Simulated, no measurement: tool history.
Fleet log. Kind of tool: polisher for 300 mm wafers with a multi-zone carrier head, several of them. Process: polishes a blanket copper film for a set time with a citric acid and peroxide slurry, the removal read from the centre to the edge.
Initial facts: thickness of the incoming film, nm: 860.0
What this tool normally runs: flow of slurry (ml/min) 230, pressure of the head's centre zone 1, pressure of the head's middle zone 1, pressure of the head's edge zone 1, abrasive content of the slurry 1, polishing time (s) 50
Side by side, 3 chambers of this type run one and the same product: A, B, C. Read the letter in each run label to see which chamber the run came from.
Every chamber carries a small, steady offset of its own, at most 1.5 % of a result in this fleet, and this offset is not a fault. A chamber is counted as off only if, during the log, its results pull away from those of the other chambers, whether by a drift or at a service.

run	hour	flow of slurry (ml/min)	pressure of the head's centre zone	pressure of the head's middle zone	pressure of the head's edge zone	abrasive content of the slurry	polishing time (s)	film removed at the wafer's centre (nm)	film removed at mid-radius (nm)	film removed at the wafer's edge (nm)
# hour 2.1: chamber A: slurry nozzle cleaned
1A	6.7	230	1	1	1	1	50	83.621	85.179	82.773
# hour 8.1: chamber B: centre zone pressure recalibrated
2B	15.8	230	1	1	1	1	50	83.284	83.097	83.12
3C	22.3	230	1	1	1	1	50	83.535	82.613	83.714
# hour 29.1: chamber C: worn pad replaced by a new one
4C	32	230	1	1	1	1	50	84.501	84.565	84.893
5B	41.6	230	1	1	1	1	50	84.528	83.949	82.808
6A	53	230	1	1	1	1	50	83.543	84.221	82.937
# hour 60: chamber B: worn pad replaced by a new one
7C	64.7	230	1	1	1	1	50	83.976	84.005	83.76
# hour 65.6: chamber A: centre zone pressure recalibrated
# hour 76.1: chamber C: worn pad replaced by a new one
8A	76.2	230	1	1	1	1	50	83.864	82.917	83.379
9B	84.6	230	1	1	1	1.15	50	84.89	85.406	87.256
10C	93.3	230	1	1	1	1.15	50	86.094	85.593	86.239
# hour 98.9: chamber C: slurry nozzle cleaned
11B	102	230	1	1	1	1.15	50	86.369	85.87	86.377
# hour 103.7: chamber A: worn pad replaced by a new one
12A	108	230	1	1	1.06	0.75	50	79.821	81.287	81.073
13B	113.5	230	1	1	1.06	0.75	50	78.735	79.139	81.556
# hour 118.3: chamber B: worn pad replaced by a new one
14C	119.8	230	1	1	1.06	0.75	50	78.412	79.151	81.597
15A	128.1	230	1	1	1	1	50	84.078	81.543	82.942
# hour 129.9: chamber C: worn pad replaced by a new one
16A	134.5	230	1	1	1	1	36	60.591	60.476	59.759
17C	144.4	230	1	1	1	1	36	59.843	60.909	60.961
18B	150.7	230	1	1	1	1	36	60.005	61.332	59.92
# hour 157.4: chamber B: slurry nozzle cleaned
19C	158.1	285	0.96	1	1	1	50	82.621	88.535	85.453
20A	167.9	285	0.96	1	1	1	50	82.617	84.239	84.987
21B	178.1	285	0.96	1	1	1	50	81.675	85.245	84.673

Is one chamber out of step, is the gauge drifting, or do the chambers differ by no more than their own small offsets? For an off chamber, give its letter and the likeliest cause.

No chamber is off and the gauge is stable; the differences are just each chamber's small, constant offset.
